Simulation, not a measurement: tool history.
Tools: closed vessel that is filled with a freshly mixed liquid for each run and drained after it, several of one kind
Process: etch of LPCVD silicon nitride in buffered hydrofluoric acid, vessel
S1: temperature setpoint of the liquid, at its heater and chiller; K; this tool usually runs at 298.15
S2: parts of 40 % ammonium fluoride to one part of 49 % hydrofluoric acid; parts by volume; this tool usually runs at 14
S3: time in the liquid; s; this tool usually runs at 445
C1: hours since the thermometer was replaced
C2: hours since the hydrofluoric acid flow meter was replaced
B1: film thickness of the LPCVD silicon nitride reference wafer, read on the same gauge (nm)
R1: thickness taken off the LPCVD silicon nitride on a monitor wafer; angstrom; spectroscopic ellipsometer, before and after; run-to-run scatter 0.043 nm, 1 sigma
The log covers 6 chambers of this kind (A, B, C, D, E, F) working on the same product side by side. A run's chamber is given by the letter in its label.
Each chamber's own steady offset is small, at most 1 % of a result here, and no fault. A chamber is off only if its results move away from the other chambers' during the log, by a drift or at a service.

run   hour      S1    S2   S3      C1      C2      B1      R1
 1E      9  298.15    14  445   755.2   640.6  29.992  48.337
 2D   24.2  298.15    14  445   961.8  1554.8  30.015  47.727
        25  -- chamber E: thermometer replaced
 3F   34.2  298.15    14  445  1715.2   549.6  29.997  47.325
 4B   47.6  298.15    14  445   265.8  1411.5  30.007  47.981
 5C   55.9  298.15    16  445  1904.5  1265.1  29.967  41.244
 6A   66.5  298.15    16  445  1711.5   846.9  29.997  42.164
 7F   80.4  298.15    16  445  1761.4   595.8  29.995  41.279
      83.1  -- chamber F: hydrofluoric acid flow meter replaced
 8A   94.3  298.15    16  445  1739.3   874.7  29.991  41.443
 9E  103.7  298.15    16  445    78.7   735.3  29.988  42.133
10D  113.1  298.15    16  445  1050.7  1643.7  30.002  41.866
11B  120.4  294.65    14  445   338.6  1484.3  30.013  39.525
12C  128.8  294.65    14  445  1977.4    1338  29.996  38.579
13F  139.1  294.65    14  445  1820.1      56  29.989  39.025
14E  155.6  294.65    14  445   130.6   787.2      30   39.44
15A  169.7  294.65    14  445  1814.7   950.1  30.013  39.337
16C    184  294.65    14  445  2032.6  1393.2  30.009  38.838
17D  196.9  298.15  17.5  445  1134.5  1727.5  30.012   37.19
18B  207.5  298.15  17.5  445   425.7  1571.4  30.008  37.962
19F  218.8  298.15  17.5  445  1899.8   135.7  29.985  38.766
20E  233.2  298.15  17.5  445   208.2   864.8   29.96  38.354
21D  244.6  298.15  17.5  445  1182.2  1775.2  29.976  37.015
22C  253.5  298.15  17.5  445  2102.1  1462.7  30.003  38.073
23B  267.6  298.15    14  445   485.8  1631.5  29.989  47.109
24A  282.2  295.65    14  575  1927.2  1062.6  30.004  53.985
25A  293.8  295.65    14  575  1938.8  1074.2  29.983  53.841
26F    309  295.65    14  575    1990   225.9  30.001  53.371
27D  320.9  295.65    14  575  1258.5  1851.5  29.988  51.333
28E  334.9  295.65    14  575   309.9   966.5  29.987  54.075
29C  342.3  295.65    14  575  2190.9  1551.5  29.989  52.991
30B  349.5  298.15    14  445   567.7  1713.4  29.999  48.061
31E  363.6  298.15    14  445   338.6   995.2  30.042  47.605
     373.1  -- chamber B: hydrofluoric acid flow meter replaced
32C  378.1  298.15    14  665  2226.7  1587.3  29.973  71.502
33A  389.5  298.15    14  665  2034.5  1169.9  29.986  70.433
34D  404.4  298.15    14  665    1342    1935  29.959  67.175
35F  415.2  298.15    14  665  2096.2   332.1  29.989  71.499
36B  423.3  298.15    14  665   641.5    50.3  30.004  71.577
37B  434.8  298.15    14  665     653    61.8  29.978  70.413
38A  448.7  298.15    14  445  2093.7  1229.1  29.988  47.615
39C  462.7  298.15    14  445  2311.3  1671.9  29.985  47.861
40D  470.2  301.15    14  445  1407.8  2000.8  30.007  51.347

Each of the 6 chambers runs these same settings next. Fill in every chamber's results:
41A   482  298.15  14  445               ?
41B   482  298.15  14  445               ?
41C   482  298.15  14  445               ?
41D   482  298.15  14  445               ?
41E   482  298.15  14  445               ?
41F   482  298.15  14  445               ?

run      R1
41A  47.556
41B  48.264
41C   47.43
41D  43.102
41E  47.625
41F  47.357
